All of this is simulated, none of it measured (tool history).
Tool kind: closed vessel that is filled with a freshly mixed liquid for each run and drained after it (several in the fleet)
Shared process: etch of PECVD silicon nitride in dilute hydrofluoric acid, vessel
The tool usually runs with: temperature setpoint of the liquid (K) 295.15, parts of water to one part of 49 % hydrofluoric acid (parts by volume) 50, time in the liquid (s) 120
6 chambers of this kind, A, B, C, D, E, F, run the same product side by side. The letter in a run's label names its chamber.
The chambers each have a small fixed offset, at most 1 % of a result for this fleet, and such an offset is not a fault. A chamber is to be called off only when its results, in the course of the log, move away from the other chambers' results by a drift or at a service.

run,hour,temperature setpoint of the liquid (K),parts of water to one part of 49 % hydrofluoric acid (parts by volume),time in the liquid (s),hours since the thermometer was replaced,hours since the hydrofluoric acid flow meter was replaced,"read-back film thickness of the PECVD silicon nitride reference wafer, read on the same gauge (nm)",thickness taken off the PECVD silicon nitride on a monitor wafer (Å)
# hour 6: chamber F: thermometer replaced
1E,7.7,295.15,50,120,1056.9,14,130.07,93.595
2C,21.8,295.15,50,120,1556.7,1806.7,129.99,93.813
3F,31.1,295.15,50,120,25.2,581.4,129.98,94.525
4B,47.5,295.15,50,120,1829.8,1110.8,129.97,96.053
5A,63.6,295.15,50,120,806.4,188.9,129.99,92.427
6D,73.3,295.15,50,120,352.5,453.5,129.96,95.21
7C,81,295.15,50,120,1615.9,1865.9,129.98,91.94
# hour 83.9: chamber A: thermometer replaced
8F,97.1,293.15,50,120,91.2,647.4,129.97,82.604
9D,112.3,293.15,50,120,391.5,492.5,130,81.437
# hour 115.6: chamber E: thermometer replaced
10B,123.3,293.15,50,120,1905.6,1186.6,130.02,79.698
11A,132.2,293.15,50,120,48.3,257.5,130.07,82.812
12E,147.5,293.15,50,120,31.9,153.8,129.96,82.552
13E,163.1,293.15,50,120,47.5,169.4,129.99,80.898
14C,178.2,295.15,50,120,1713.1,1963.1,129.96,94.73
15F,192.5,295.15,50,120,186.6,742.8,129.99,94.004
16B,206.5,295.15,50,120,1988.8,1269.8,129.98,91.699
17D,222.2,295.15,50,120,501.4,602.4,130,93.665
18A,232.3,295.15,50,120,148.4,357.6,130.01,91.892
19B,240.8,295.15,50,120,2023.1,1304.1,129.99,90.648
20D,257,295.15,50,120,536.2,637.2,129.95,93.143
21E,270,295.15,50,120,154.4,276.3,130.04,95.761
# hour 282.7: chamber B: hydrofluoric acid flow meter replaced
22C,283.6,295.15,50,120,1818.5,2068.5,129.98,93.944
23F,295.8,295.15,50,120,289.9,846.1,129.99,94.926
24A,304,295.15,50,120,220.1,429.3,130.03,91.13
25A,312.7,295.15,50,120,228.8,438,129.98,92.852
# hour 322.7: chamber C: hydrofluoric acid flow meter replaced
26F,325.3,295.15,50,120,319.4,875.6,130.01,93.956
27D,334.6,295.15,50,120,613.8,714.8,129.95,92.142
28C,350.3,295.15,50,120,1885.2,27.6,130.02,91.6
29E,366.6,295.15,50,120,251,372.9,130.03,92.55
30B,382,295.15,50,120,2164.3,99.3,129.98,85.495
31B,394.4,295.15,50,65,2176.7,111.7,130.02,46.353
32A,407.6,295.15,50,65,323.7,532.9,129.96,49.381
33F,416.2,295.15,50,65,410.3,966.5,129.96,51.941
34D,426.9,295.15,50,65,706.1,807.1,130.01,51.104
35C,435.8,295.15,50,65,1970.7,113.1,130.02,49.736
36E,443.1,295.15,50,65,327.5,449.4,129.99,50.083
37A,450.8,295.15,50,120,366.9,576.1,130.03,92.079
38E,465.8,295.15,50,120,350.2,472.1,130.02,94.378
39F,480.4,295.15,50,120,474.5,1030.7,130.01,94.543

For the next run the whole fleet of 6 chambers uses the same settings. Give each chamber's results:
40A,492.2,295.15,50,120,,,,?
40B,492.2,295.15,50,120,,,,?
40C,492.2,295.15,50,120,,,,?
40D,492.2,295.15,50,120,,,,?
40E,492.2,295.15,50,120,,,,?
40F,492.2,295.15,50,120,,,,?

run,thickness taken off the PECVD silicon nitride on a monitor wafer (Å)
40A,92.593
40B,84.096
40C,92.869
40D,92.313
40E,93.709
40F,93.829
